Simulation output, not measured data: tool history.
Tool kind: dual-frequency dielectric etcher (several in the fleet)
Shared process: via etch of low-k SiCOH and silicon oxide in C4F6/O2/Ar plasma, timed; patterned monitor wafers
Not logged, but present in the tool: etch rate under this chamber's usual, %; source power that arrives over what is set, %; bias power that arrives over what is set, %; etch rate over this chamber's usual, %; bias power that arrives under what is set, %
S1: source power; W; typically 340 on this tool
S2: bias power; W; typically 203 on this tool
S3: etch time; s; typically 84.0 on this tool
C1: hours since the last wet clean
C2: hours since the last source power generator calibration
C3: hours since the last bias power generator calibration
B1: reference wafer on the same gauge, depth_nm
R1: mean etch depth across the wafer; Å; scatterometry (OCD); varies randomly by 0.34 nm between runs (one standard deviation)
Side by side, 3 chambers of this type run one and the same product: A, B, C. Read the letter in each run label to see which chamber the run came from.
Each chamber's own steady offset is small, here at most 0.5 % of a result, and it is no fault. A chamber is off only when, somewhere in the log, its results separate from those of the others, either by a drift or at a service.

run   hour   S1   S2     S3     C1      C2      C3      B1      R1
 1A   12.0  340  203   84.0  275.3  1358.8   825.5  238.95  2294.1
 2C   21.7  340  203   84.0  126.0   579.3  1124.8  238.92  2303.5
 3B   31.6  340  203   84.0  385.5   789.7   129.1  238.85  2290.0
 4B   42.2  340  203   84.0  396.1   800.3   139.7  238.78  2287.1
 5C   50.6  340  203   84.0  154.9   608.2  1153.7  238.83  2299.3
 6A   59.0  340  203   84.0  322.3  1405.8   872.5  238.73  2300.0
 7C   65.2  340  203   84.0  169.5   622.8  1168.3  238.68  2301.9
 8A   77.2  340  203   84.0  340.5  1424.0   890.7  238.67  2290.3
 9B   86.8  340  203   84.0  440.7   844.9   184.3  238.67  2292.8
      92.5  -- chamber A: wet clean of the chamber
10C   93.5  340  203   98.0  197.8   651.1  1196.6  238.56  2684.1
11B  100.2  340  203   98.0  454.1   858.3   197.7  238.48  2667.2
12A  107.1  340  203   98.0   14.7  1453.9   920.6  238.39  2669.4
13C  112.9  340  203   84.0  217.2   670.5  1216.0  238.34  2301.2
     119.6  -- chamber B: wet clean of the chamber
14A  120.8  340  203   84.0   28.4  1467.6   934.3  238.30  2297.0
15B  127.7  340  203   84.0    8.2   885.8   225.2  238.37  2290.9
16C  139.9  340  203   84.0  244.2   697.5  1243.0  238.28  2299.0
17A  147.0  340  203   84.0   54.6  1493.8   960.5  238.24  2295.4
18B  155.7  310  203   84.0   36.2   913.8   253.2  238.21  2205.3
19B  166.5  310  203   84.0   47.0   924.6   264.0  238.12  2205.8
20A  172.4  310  203   84.0   80.0  1519.2   985.9  238.14  2213.8
21C  181.3  340  203   84.0  285.6   738.9  1284.4  238.00  2297.7
22A  188.8  340  203   84.0   96.4  1535.6  1002.3  237.96  2288.9
23B  201.4  340  203   84.0   81.9   959.5   298.9  237.94  2287.6
24C  211.2  340  239   84.0  315.5   768.8  1314.3  237.90  2430.1
25A  222.8  340  239   84.0  130.4  1569.6  1036.3  237.85  2420.0
26B  232.6  340  239   84.0  113.1   990.7   330.1  237.81  2412.2
27C  242.0  340  203   84.0  346.3   799.6  1345.1  237.78  2300.6
28B  251.2  340  203  106.5  131.7  1009.3   348.7  237.76  2896.3
29A  259.4  340  203  106.5  167.0  1606.2  1072.9  237.69  2905.5
30C  269.3  340  203  106.5  373.6   826.9  1372.4  237.71  2910.0
31A  280.9  340  203   84.0  188.5  1627.7  1094.4  237.56  2292.0

Is one chamber off against the others, does the gauge drift, or is nothing wrong? If a chamber is off, say which, and what the likeliest cause is.

The gauge drifts, so all chambers seem to drift together. No chamber is off.
Likeliest cause: gauge reads low (%) = 0.62.
